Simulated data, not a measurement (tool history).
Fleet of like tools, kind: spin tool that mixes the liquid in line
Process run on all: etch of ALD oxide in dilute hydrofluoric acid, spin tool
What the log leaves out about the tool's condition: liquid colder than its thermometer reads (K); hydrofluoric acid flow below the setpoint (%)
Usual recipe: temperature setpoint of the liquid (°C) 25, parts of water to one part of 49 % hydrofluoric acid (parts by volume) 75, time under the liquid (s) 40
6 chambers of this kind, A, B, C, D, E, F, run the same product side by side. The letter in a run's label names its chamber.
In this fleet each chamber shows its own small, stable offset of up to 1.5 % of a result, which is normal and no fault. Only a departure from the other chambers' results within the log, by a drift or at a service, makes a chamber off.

run	day	temperature setpoint of the liquid (°C)	parts of water to one part of 49 % hydrofluoric acid (parts by volume)	time under the liquid (s)	hours since the thermometer was replaced	hours since the hydrofluoric acid flow meter was replaced	read-back film thickness of the ALD oxide reference wafer, read on the same gauge (nm)	thickness taken off the ALD oxide on a monitor wafer (nm)
1D	0.221	25	75	40	855.2	289	149.99	5.5556
2C	0.362	25	75	40	649.6	1474.1	150.02	5.5579
3F	0.596	25	75	40	694	1103.5	150.01	5.6435
4E	0.792	25	75	40	2530.2	125.3	149.99	5.7127
5A	0.946	25	75	40	185.6	393.5	149.98	5.6646
6B	1.071	25	75	40	154.7	2177.9	149.99	5.4978
7F	1.271	23	100	40	710.2	1119.7	150.01	3.8236
8B	1.488	23	100	40	164.7	2187.9	149.99	3.7345
9E	1.767	23	100	40	2553.6	148.7	150	3.7772
10C	1.967	23	100	40	688.1	1512.6	150.01	3.7596
11A	2.208	23	100	40	215.9	423.8	150	3.7808
12D	2.446	23	100	40	908.6	342.4	150.01	3.7456
13B	2.708	25	75	40	194	2217.2	150.01	5.6216
14E	2.833	25	75	40	2579.2	174.3	150	5.6385
15F	3.05	25	75	40	752.9	1162.4	149.98	5.644
# day 3.158: chamber B: hydrofluoric acid flow meter replaced
16C	3.25	25	75	40	718.9	1543.4	149.98	5.5974
17D	3.379	25	75	40	931	364.8	149.99	5.5329
18A	3.617	25	75	40	249.7	457.6	149.99	5.6908
19C	3.871	25	75	60	733.8	1558.3	149.97	8.362
20D	4.025	25	75	60	946.5	380.3	150	8.3237
21A	4.254	25	75	60	265	472.9	150	8.4439
22B	4.529	25	75	60	237.7	33	150.02	8.3664
23E	4.775	25	75	60	2625.8	220.9	149.99	8.5249
24F	5.042	25	75	60	800.7	1210.2	149.99	8.5559
25F	5.233	25	75	40	805.3	1214.8	150	5.6548
26D	5.379	25	75	40	979	412.8	149.99	5.5684
27A	5.529	25	75	40	295.6	503.5	150	5.6858
28C	5.771	25	75	40	779.4	1603.9	150.02	5.5614
29E	6.033	25	75	40	2656	251.1	150	5.6577
30B	6.225	25	75	40	278.4	73.7	150.01	5.6089
# day 6.35: chamber E: thermometer replaced
31F	6.488	25	75	40	835.4	1244.9	150.01	5.6624
32E	6.704	25	75	40	8.6	267.2	149.98	5.6544
33D	6.829	25	75	40	1013.8	447.6	150	5.5371
34B	7.038	25	75	40	297.9	93.2	150.01	5.5615
35A	7.183	25	75	40	335.3	543.2	150.01	5.6501
36C	7.462	25	75	40	820	1644.5	150.01	5.6182
37C	7.738	23	75	40	826.6	1651.1	149.98	5.1546
38E	7.954	23	75	40	38.6	297.2	150.01	5.2294

One chamber off, gauge drift, or nothing amiss beyond the chambers' own small offsets? If it is a chamber, which one, and what is the likeliest cause?

No chamber is off and the gauge is stable; the differences are just each chamber's small, constant offset.
